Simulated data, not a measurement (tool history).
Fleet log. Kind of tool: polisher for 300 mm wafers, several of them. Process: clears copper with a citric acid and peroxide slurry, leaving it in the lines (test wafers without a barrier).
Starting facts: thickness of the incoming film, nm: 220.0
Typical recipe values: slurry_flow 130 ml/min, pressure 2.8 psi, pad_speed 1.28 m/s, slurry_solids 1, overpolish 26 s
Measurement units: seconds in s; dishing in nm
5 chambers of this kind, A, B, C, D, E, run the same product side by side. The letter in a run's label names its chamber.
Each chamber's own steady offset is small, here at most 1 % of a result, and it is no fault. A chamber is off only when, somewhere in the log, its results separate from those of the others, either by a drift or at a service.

| run | day | slurry_flow | pressure | pad_speed | slurry_solids | overpolish | seconds | dishing |
|---|---|---|---|---|---|---|---|---|
| 1E | 0.496 | 130 | 2.8 | 1.28 | 1 | 26 | 90.988 | 40.516 |
| 2B | 0.883 | 130 | 2.8 | 1.28 | 1 | 26 | 91.396 | 40.675 |
| 3C | 1.238 | 130 | 2.8 | 1.28 | 1 | 26 | 91.252 | 40.834 |
| 4A | 1.725 | 130 | 2.8 | 1.28 | 1 | 26 | 90.257 | 39.724 |
|  | 2.158 | chamber B: slurry blender recalibrated |
| 5D | 2.200 | 130 | 2.8 | 1.28 | 1 | 26 | 89.114 | 40.536 |
|  | 2.488 | chamber E: worn pad replaced by a new one |
| 6B | 2.629 | 130 | 2.8 | 1.28 | 1 | 26 | 90.496 | 40.279 |
| 7E | 3.046 | 130 | 2.8 | 1.28 | 1 | 26 | 89.412 | 40.209 |
|  | 3.167 | chamber E: slurry blender recalibrated |
|  | 3.196 | chamber D: slurry blender recalibrated |
| 8C | 3.267 | 130 | 2.8 | 1.28 | 1 | 26 | 91.889 | 40.472 |
|  | 3.575 | chamber A: slurry blender recalibrated |
|  | 3.667 | chamber B: slurry nozzle cleaned |
| 9D | 3.696 | 130 | 2.8 | 1.28 | 1 | 26 | 91.982 | 40.469 |
|  | 3.942 | chamber B: worn pad replaced by a new one |
| 10A | 3.958 | 130 | 2.8 | 1.28 | 1 | 26 | 91.430 | 40.686 |
|  | 3.983 | chamber D: worn pad replaced by a new one |
|  | 4.079 | chamber A: head pressure recalibrated |
| 11A | 4.279 | 130 | 2.8 | 1.28 | 1 | 26 | 92.349 | 39.850 |
| 12D | 4.612 | 130 | 2.8 | 1.28 | 1 | 26 | 89.740 | 40.286 |
| 13C | 4.979 | 130 | 2.8 | 1.28 | 1 | 26 | 90.944 | 40.429 |
|  | 5.158 | chamber C: worn pad replaced by a new one |
|  | 5.275 | chamber C: slurry nozzle cleaned |
| 14E | 5.450 | 130 | 2.8 | 1.28 | 1 | 26 | 90.966 | 40.863 |
| 15B | 5.729 | 130 | 2.8 | 1.28 | 1 | 26 | 90.459 | 40.132 |
| 16C | 5.996 | 130 | 2.8 | 1.28 | 1 | 26 | 91.174 | 41.166 |
|  | 6.058 | chamber A: worn pad replaced by a new one |
| 17D | 6.400 | 130 | 2.8 | 1.28 | 1 | 26 | 89.502 | 41.312 |
| 18B | 6.738 | 130 | 2.8 | 1.28 | 1 | 26 | 92.087 | 40.374 |
| 19A | 7.062 | 130 | 2.8 | 1.28 | 1 | 26 | 91.331 | 38.920 |
| 20E | 7.542 | 130 | 2.8 | 1.28 | 1 | 26 | 90.693 | 41.531 |
| 21B | 7.808 | 130 | 2.8 | 1.28 | 1 | 26 | 91.586 | 40.089 |
| 22E | 8.300 | 130 | 2.2 | 1.28 | 1 | 37 | 115.990 | 44.262 |
| 23D | 8.521 | 130 | 2.2 | 1.28 | 1 | 37 | 115.730 | 44.043 |
|  | 8.762 | chamber D: slurry blender recalibrated |
|  | 8.879 | chamber C: head pressure recalibrated |
| 24A | 9.021 | 130 | 2.2 | 1.28 | 1 | 37 | 116.370 | 44.009 |
|  | 9.200 | chamber A: slurry blender recalibrated |
| 25C | 9.288 | 130 | 2.2 | 1.28 | 1 | 37 | 124.510 | 42.477 |
| 26D | 9.558 | 130 | 2.2 | 1.28 | 1 | 37 | 113.890 | 44.645 |
| 27B | 9.879 | 130 | 2.8 | 1.28 | 1 | 17 | 92.434 | 29.356 |
|  | 9.912 | chamber E: head pressure recalibrated |
| 28E | 10.308 | 130 | 2.8 | 1.28 | 1 | 17 | 90.458 | 29.036 |
|  | 10.321 | chamber E: worn pad replaced by a new one |
|  | 10.483 | chamber C: slurry blender recalibrated |
| 29A | 10.725 | 130 | 2.8 | 1.28 | 1 | 17 | 90.935 | 28.256 |
| 30C | 11.167 | 130 | 2.8 | 1.28 | 1 | 17 | 99.584 | 27.008 |
| 31E | 11.633 | 130 | 2.8 | 1.28 | 1 | 17 | 90.473 | 28.158 |
| 32C | 11.900 | 130 | 2.8 | 1.28 | 1 | 26 | 98.656 | 38.891 |
|  | 11.917 | chamber B: worn pad replaced by a new one |
| 33D | 12.138 | 130 | 2.8 | 1.28 | 1 | 26 | 91.149 | 40.716 |
|  | 12.492 | chamber D: worn pad replaced by a new one |
| 34A | 12.500 | 150 | 2.8 | 1.28 | 1 | 35 | 88.742 | 51.620 |
| 35B | 12.967 | 150 | 2.8 | 1.28 | 1 | 35 | 89.043 | 50.886 |
| 36A | 13.221 | 150 | 2.8 | 1.28 | 1 | 35 | 88.705 | 52.083 |
|  | 13.458 | chamber C: worn pad replaced by a new one |
|  | 13.471 | chamber C: slurry nozzle cleaned |
| 37C | 13.596 | 150 | 2.8 | 1.28 | 1 | 35 | 96.851 | 49.846 |
| 38E | 13.921 | 150 | 2.8 | 1.28 | 1 | 35 | 87.566 | 51.592 |
|  | 13.925 | chamber B: slurry blender recalibrated |
| 39B | 14.346 | 130 | 2.8 | 1.28 | 1 | 26 | 91.018 | 41.419 |
|  | 14.792 | chamber D: slurry blender recalibrated |
| 40D | 14.838 | 130 | 2.8 | 1.28 | 1 | 26 | 92.349 | 40.160 |

Decide between three cases: one chamber stands off from its peers, the gauge reading all wafers drifts, or nothing is wrong past each chamber's small offset. Where a chamber is off, say which and what most likely put it there.

A service left chamber C off against the others.
Most likely cause: head's pressure below its setpoint, % = 7.5.

Chamber C could run next with any of the 4 candidate recipes listed below; each alters the usual settings, and their results appear as question marks. Which one brings its results back in line with what the other chambers deliver on the usual settings?
In line means no further than this from the other chambers' mean on the usual settings: seconds 2.600 s; dishing 2.100 nm
| 41C-1 | 15.200 | 130 | 2.7 | 1.24 | 1 | 26 | ? | ? |
| 41C-2 | 15.200 | 130 | 2.9 | 1.32 | 1 | 26 | ? | ? |
| 41C-3 | 15.200 | 130 | 3.0 | 1.38 | 1 | 26 | ? | ? |
| 41C-4 | 15.200 | 130 | 2.6 | 1.20 | 1 | 26 | ? | ? |

Average result of the remaining chambers running the usual settings: seconds 91.126 s; dishing 40.828 nm
| run | seconds | dishing |
|---|---|---|
| 41C-1 | 105.060 | 36.113 |
| 41C-2 | 92.152 | 40.331 |
| 41C-3 | 85.328 | 42.963 |
| 41C-4 | 112.540 | 34.049 |
It is 41C-2 that realigns the chamber with its peers.
